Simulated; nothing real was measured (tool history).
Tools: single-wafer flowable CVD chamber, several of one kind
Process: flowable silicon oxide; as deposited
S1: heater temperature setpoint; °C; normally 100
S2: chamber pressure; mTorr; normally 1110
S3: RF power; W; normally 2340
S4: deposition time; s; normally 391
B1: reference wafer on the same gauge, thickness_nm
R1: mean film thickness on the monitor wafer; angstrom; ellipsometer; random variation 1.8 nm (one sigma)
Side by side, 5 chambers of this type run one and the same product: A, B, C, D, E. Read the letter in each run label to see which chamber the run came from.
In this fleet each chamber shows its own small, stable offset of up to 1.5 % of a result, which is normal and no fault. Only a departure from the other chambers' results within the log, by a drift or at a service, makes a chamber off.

run 1E hour=5.5 | S1=100 S2=1110 S3=2340 S4=391 | B1=337.21 | R1=3598.6
run 2C hour=10.1 | S1=100 S2=1110 S3=2340 S4=391 | B1=336.61 | R1=3657.1
run 3D hour=16.0 | S1=100 S2=1110 S3=2340 S4=391 | B1=336.93 | R1=3631.5
run 4A hour=21.7 | S1=100 S2=1110 S3=2340 S4=391 | B1=336.93 | R1=3620.1
run 5B hour=24.6 | S1=100 S2=1110 S3=2340 S4=391 | B1=337.40 | R1=3585.2
run 6C hour=29.0 | S1=100 S2=1110 S3=2340 S4=391 | B1=337.21 | R1=3641.0
run 7D hour=31.9 | S1=100 S2=1110 S3=2340 S4=342 | B1=336.78 | R1=3166.0
run 8E hour=36.3 | S1=100 S2=1110 S3=2340 S4=342 | B1=337.07 | R1=3149.7
run 9B hour=39.8 | S1=100 S2=1110 S3=2340 S4=342 | B1=336.82 | R1=3132.0
run 10A hour=42.5 | S1=100 S2=1110 S3=2340 S4=342 | B1=336.96 | R1=3168.8
run 11B hour=48.1 | S1=100 S2=1110 S3=2340 S4=342 | B1=337.01 | R1=3125.0
run 12C hour=53.1 | S1=100 S2=1110 S3=2340 S4=391 | B1=337.18 | R1=3614.2
run 13E hour=58.6 | S1=109 S2=1110 S3=2340 S4=414 | B1=337.06 | R1=2784.8
run 14D hour=62.2 | S1=109 S2=1110 S3=2340 S4=414 | B1=337.12 | R1=2828.2
run 15A hour=65.0 | S1=109 S2=1110 S3=2340 S4=414 | B1=336.42 | R1=2803.3
run 16A hour=70.3 | S1=109 S2=1110 S3=2340 S4=414 | B1=337.38 | R1=2797.3
run 17C hour=73.4 | S1=109 S2=1110 S3=2340 S4=414 | B1=337.29 | R1=2827.0
run 18B hour=76.6 | S1=100 S2=1110 S3=2340 S4=391 | B1=337.17 | R1=3570.5
run 19E hour=79.2 | S1=100 S2=1110 S3=2340 S4=391 | B1=337.48 | R1=3591.4
run 20D hour=85.2 | S1=100 S2=1110 S3=2340 S4=391 | B1=336.80 | R1=3631.0
run 21C hour=89.8 | S1=100 S2=1110 S3=2340 S4=391 | B1=336.87 | R1=3657.5
run 22D hour=92.8 | S1=100 S2=1110 S3=2340 S4=391 | B1=336.97 | R1=3606.9
run 23E hour=98.5 | S1=100 S2=1110 S3=2340 S4=391 | B1=336.98 | R1=3615.6
run 24A hour=102.1 | S1=100 S2=1110 S3=2340 S4=391 | B1=336.98 | R1=3632.4
run 25B hour=105.7 | S1=100 S2=1110 S3=2340 S4=391 | B1=337.21 | R1=3518.5
run 26B hour=110.4 | S1=100 S2=1110 S3=2340 S4=391 | B1=336.76 | R1=3513.8
run 27E hour=113.6 | S1=100 S2=1110 S3=2340 S4=391 | B1=336.82 | R1=3600.4
run 28A hour=117.2 | S1=100 S2=1110 S3=2340 S4=391 | B1=337.61 | R1=3612.1
run 29C hour=120.0 | S1=100 S2=1110 S3=2340 S4=391 | B1=336.70 | R1=3643.7
run 30D hour=124.3 | S1=100 S2=1110 S3=2340 S4=391 | B1=337.26 | R1=3606.4
run 31A hour=128.7 | S1=100 S2=1110 S3=2340 S4=391 | B1=337.42 | R1=3594.3
run 32B hour=134.5 | S1=100 S2=1110 S3=2340 S4=391 | B1=337.68 | R1=3501.3
run 33E hour=138.2 | S1=100 S2=1110 S3=2340 S4=391 | B1=337.32 | R1=3582.1
run 34D hour=143.9 | S1=100 S2=1110 S3=2340 S4=334 | B1=336.79 | R1=3093.6
run 35C hour=147.2 | S1=100 S2=1110 S3=2340 S4=334 | B1=336.90 | R1=3086.6
run 36A hour=151.2 | S1=100 S2=1110 S3=2340 S4=334 | B1=337.23 | R1=3092.0
run 37B hour=155.8 | S1=100 S2=1110 S3=2340 S4=334 | B1=337.14 | R1=2925.9

Has any chamber moved away from the others, gradually or after a service, or does the common gauge drift, or do the chambers differ only by their own small steady offsets? State the chamber and the most likely cause if one applies.

It is chamber B that slowly wanders off from its peers.
Most likely cause: true pressure below the setpoint (%) = 4.19.
Not necessarily distinguishable in this log from: wafer temperature above the value expected at the setpoint (K).

Here are 4 candidates for chamber B's next run, each the usual settings with a change, their results left as question marks. Which one brings its results back in line with what the others give on the usual settings?
A result is in line if it is within this distance of the other chambers' mean on the usual settings: R1 64.0 angstrom
run 38B-1 hour=160.1 | S1=101 S2=1100 S3=2340 S4=391 | R1=?
run 38B-2 hour=160.1 | S1=100 S2=1060 S3=2330 S4=381 | R1=?
run 38B-3 hour=160.1 | S1=100 S2=1160 S3=2350 S4=401 | R1=?
run 38B-4 hour=160.1 | S1=99 S2=1120 S3=2340 S4=391 | R1=?

Mean of the other chambers on the usual settings: R1 3617.4 angstrom
run=38B-1 R1=3298.1
run=38B-2 R1=3179.7
run=38B-3 R1=3714.5
run=38B-4 R1=3594.0
38B-4 brings the chamber back in line.
